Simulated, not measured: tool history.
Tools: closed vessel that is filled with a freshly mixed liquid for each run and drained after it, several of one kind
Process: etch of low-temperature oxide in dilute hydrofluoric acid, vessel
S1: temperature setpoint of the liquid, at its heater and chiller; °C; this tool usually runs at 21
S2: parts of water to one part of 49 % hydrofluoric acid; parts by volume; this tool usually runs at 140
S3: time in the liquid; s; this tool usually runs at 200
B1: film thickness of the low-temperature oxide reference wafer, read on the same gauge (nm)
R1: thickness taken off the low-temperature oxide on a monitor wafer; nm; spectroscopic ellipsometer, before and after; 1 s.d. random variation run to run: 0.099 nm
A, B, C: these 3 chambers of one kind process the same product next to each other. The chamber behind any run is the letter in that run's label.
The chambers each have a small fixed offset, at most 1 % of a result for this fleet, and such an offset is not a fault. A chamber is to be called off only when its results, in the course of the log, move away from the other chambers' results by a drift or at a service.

run,day,S1,S2,S3,B1,R1
1B,0.133,21,140,200,110,12.713
2A,0.4,21,140,200,109.98,12.95
3C,0.583,21,140,200,109.99,12.887
4A,0.725,21,140,200,109.99,12.744
5C,0.962,21,140,200,109.98,12.924
6B,1.175,21,140,200,110.01,12.782
7C,1.342,21,140,200,110.01,12.848
8A,1.579,21,140,200,109.98,12.937
9B,1.754,21,140,200,109.98,12.905
10B,2,21,140,200,110.04,12.956
11A,2.262,21,140,200,109.99,12.921
12C,2.488,21,140,200,109.97,12.848
13A,2.688,21,140,245,110.02,15.743
14C,2.933,21,140,245,110,15.618
15B,3.175,21,140,245,109.96,16.031
16A,3.308,21,140,200,109.98,12.734
17B,3.442,21,140,200,109.98,13.083
18C,3.617,21,140,200,109.98,12.812
19A,3.862,25,200,200,109.97,9.8189
20C,4,25,200,200,110,9.9459
21B,4.217,25,200,200,109.99,10.091
22A,4.508,18,140,200,110.03,11.476
23C,4.779,18,140,200,109.99,11.57
24B,4.979,18,140,200,109.98,11.731
25C,5.154,21,140,200,110,12.948
26B,5.412,21,140,200,110,13.594
27A,5.567,21,140,200,110.04,12.992
28B,5.833,21,140,200,110,13.504
29A,6.092,21,140,200,109.98,13.083
30C,6.354,21,140,200,109.98,12.885
31B,6.642,21,140,200,109.95,13.709
32A,6.896,21,140,200,110.02,12.952
33C,7.171,17,175,200,110,8.5008
34B,7.462,17,175,200,109.97,9.1317
35C,7.725,17,175,200,110,8.5439
36A,7.975,21,140,200,110.02,12.832

What goes on in this fleet: one chamber off, a drifting gauge, or nothing beyond the chambers' own small offsets? Name the chamber and the cause, if any.

One chamber, B, drifts off from the rest bit by bit.
Most likely cause: liquid hotter than its thermometer reads (K) = 2.56.
From this log alone, it may not be told apart from: hydrofluoric acid flow above the setpoint (%).

Chamber B could run next with any of the 4 candidate recipes listed below; each alters the usual settings, and their results appear as question marks. Which one brings its results back in line with what the other chambers deliver on the usual settings?
In line here means within this much of the mean the other chambers give on the usual settings: R1 0.35 nm
37B-1,8.188,18.5,140,200,,?
37B-2,8.188,21,135,210,,?
37B-3,8.188,20,140,200,,?
37B-4,8.188,22,140,200,,?

On the usual settings, the other chambers give on average: R1 12.898 nm
run,R1
37B-1,12.909
37B-2,15.582
37B-3,13.688
37B-4,14.788
It is 37B-1 that realigns the chamber with its peers.
